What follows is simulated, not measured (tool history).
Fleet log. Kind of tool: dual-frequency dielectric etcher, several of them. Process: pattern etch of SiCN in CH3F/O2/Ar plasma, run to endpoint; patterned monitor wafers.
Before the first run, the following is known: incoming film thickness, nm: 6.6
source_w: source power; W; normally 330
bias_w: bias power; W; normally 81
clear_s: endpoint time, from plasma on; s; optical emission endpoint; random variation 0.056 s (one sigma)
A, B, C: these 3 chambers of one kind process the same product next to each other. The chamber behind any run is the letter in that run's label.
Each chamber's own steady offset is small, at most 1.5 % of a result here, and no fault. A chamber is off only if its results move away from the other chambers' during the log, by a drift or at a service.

run   hour  source_w  bias_w  clear_s
       4.9  -- chamber A: bias power generator calibrated
 1A    7.4       330      81   18.335
 2C   15.2       330      81   18.077
 3B   29.5       330      81   18.403
 4C   38.2       330      81   18.093
 5B   47.9       330      81   18.391
 6A   63.4       330      81   18.308
 7B   71.4       330      81   18.411
 8C   86.7       400      65   18.272
      98.2  -- chamber B: wet clean of the chamber
 9A  101.5       400      65   18.398
10A  113.1       400      65   18.387
11C  125.7       410      74   17.326
12B  136.5       410      74   17.517
13A  146.4       410      74   17.396
14B  157.9       330      81   18.361
15C  172.5       330      81   18.053
16A  188.5       380     100    15.91
17C  195.5       380     100   15.939
18B  210.6       380     100   16.044
19B  219.5       330      81   18.346
20A  227.3       330      81    18.28
21C  237.6       330      81    18.13
22B  244.6       330      81   18.246
23A  254.7       380      81   17.181
24C  269.1       380      81   17.129
25B    280       380      81   17.398
26A  287.7       330      81   18.257
27C  296.3       330      81   18.129
28B  310.3       330      81   18.358
     316.5  -- chamber A: wet clean of the chamber
29C  321.1       250      99   18.692
30A  333.9       250      99   18.727
31B  347.6       250      99   18.825
32C  362.1       330      81   18.222
     362.4  -- chamber C: wet clean of the chamber
33A  370.1       330      81   18.256
34B  385.7       330      81   18.194
35A    393       330      81    18.15
36C  403.8       290      73   19.703
37B  416.5       290      73   19.923
38A  428.1       290      73   19.931
39C  440.9       330      81   18.041
40C  450.5       360      87   17.075
41A  458.2       360      87   17.284
42B  470.4       360      87   17.286
43C  478.2       260      96   18.594

Which is it: a chamber that has drifted or been left off by a service, a gauge drift common to all chambers, or only each chamber's usual small offset? If a chamber is off, name it and its likeliest cause.

All chambers stay in line apart from their small fixed offsets, and the gauge does not drift.
